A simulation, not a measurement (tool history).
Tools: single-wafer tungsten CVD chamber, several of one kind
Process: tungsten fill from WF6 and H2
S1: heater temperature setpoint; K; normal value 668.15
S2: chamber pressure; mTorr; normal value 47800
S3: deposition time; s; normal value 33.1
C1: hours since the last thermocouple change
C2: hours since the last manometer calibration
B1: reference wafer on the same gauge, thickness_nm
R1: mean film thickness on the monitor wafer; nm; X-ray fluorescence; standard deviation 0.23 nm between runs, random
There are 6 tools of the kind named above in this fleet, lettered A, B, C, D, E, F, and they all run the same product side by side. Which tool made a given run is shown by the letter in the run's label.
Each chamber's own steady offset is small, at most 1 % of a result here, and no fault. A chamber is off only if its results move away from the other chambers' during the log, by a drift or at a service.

run,day,S1,S2,S3,C1,C2,B1,R1
1A,0.471,668.15,47800,33.1,1422.8,737.8,111.01,109.37
2B,0.975,668.15,47800,33.1,515.8,851.9,111.01,108.32
3C,1.317,668.15,47800,33.1,566.8,181.0,110.98,108.95
4F,1.658,668.15,47800,33.1,507.4,1012.2,111.02,108.23
5D,2.054,668.15,47800,33.1,1186.1,1339.3,110.96,109.15
6E,2.621,668.15,47800,33.1,1289.4,670.3,110.97,109.26
7C,3.025,668.15,47800,33.1,607.8,222.0,111.07,108.70
8B,3.642,668.15,47800,33.1,579.8,915.9,111.00,108.17
9D,4.067,668.15,47800,33.1,1234.4,1387.6,111.02,108.75
10F,4.583,668.15,47800,33.1,577.6,1082.4,110.99,108.24
11E,4.908,668.15,47800,33.1,1344.3,725.2,111.02,109.57
12A,5.388,668.15,47800,33.1,1540.8,855.8,110.91,109.28
13B,6.004,668.15,47800,33.1,636.5,972.6,111.00,108.00
14D,6.462,668.15,47800,33.1,1291.9,1445.1,110.96,108.61
15F,7.075,668.15,47800,33.1,637.4,1142.2,111.06,107.97
16C,7.650,668.15,47800,33.1,718.8,333.0,111.06,108.80
17A,8.071,668.15,47800,33.1,1605.2,920.2,110.95,109.37
18E,8.521,668.15,47800,37.5,1431.0,811.9,111.00,123.95
19A,8.888,668.15,47800,37.5,1624.8,939.8,111.05,123.79
20F,9.250,668.15,47800,37.5,689.6,1194.4,111.06,122.67
21E,9.821,668.15,47800,37.5,1462.2,843.1,110.97,124.19
22B,10.262,668.15,47800,37.5,738.7,1074.8,110.96,122.95
# day 10.608: chamber D: capacitance manometer re-zeroed and calibrated
23D,10.812,668.15,47800,37.5,1396.3,5.0,110.94,123.81
24C,11.196,668.15,47800,33.1,803.9,418.1,110.97,108.87
25E,11.712,668.15,47800,33.1,1507.6,888.5,111.03,109.58
26D,12.025,668.15,47800,33.1,1425.4,34.1,110.95,108.66
27A,12.479,668.15,47800,33.1,1711.0,1026.0,111.00,109.24
# day 13.042: chamber B: capacitance manometer re-zeroed and calibrated
28C,13.058,668.15,43200,33.1,848.6,462.8,111.09,103.72
29B,13.638,668.15,43200,33.1,819.7,14.4,111.06,103.16
30F,13.992,668.15,43200,33.1,803.4,1308.2,111.01,103.80
31C,14.496,668.15,43200,33.1,883.1,497.3,110.98,103.82
32D,14.783,668.15,43200,33.1,1491.6,100.3,110.95,104.15
33B,15.238,668.15,43200,33.1,858.1,52.8,111.01,103.56
34F,15.750,668.15,47800,33.1,845.6,1350.4,111.02,108.36
35E,16.292,668.15,47800,33.1,1617.5,998.4,111.02,109.75
36A,16.738,668.15,47800,33.1,1813.2,1128.2,111.01,109.31
37A,17.288,668.15,54100,33.1,1826.4,1141.4,110.99,115.46
38D,17.825,668.15,54100,33.1,1564.6,173.3,110.99,114.86

The same settings go to every chamber for the next run, one line per chamber below. Forecast the results for each:
39A,18.271,675.15,47800,33.1,,,,?
39B,18.271,675.15,47800,33.1,,,,?
39C,18.271,675.15,47800,33.1,,,,?
39D,18.271,675.15,47800,33.1,,,,?
39E,18.271,675.15,47800,33.1,,,,?
39F,18.271,675.15,47800,33.1,,,,?

run,R1
39A,124.53
39B,122.79
39C,123.85
39D,124.15
39E,123.97
39F,122.88
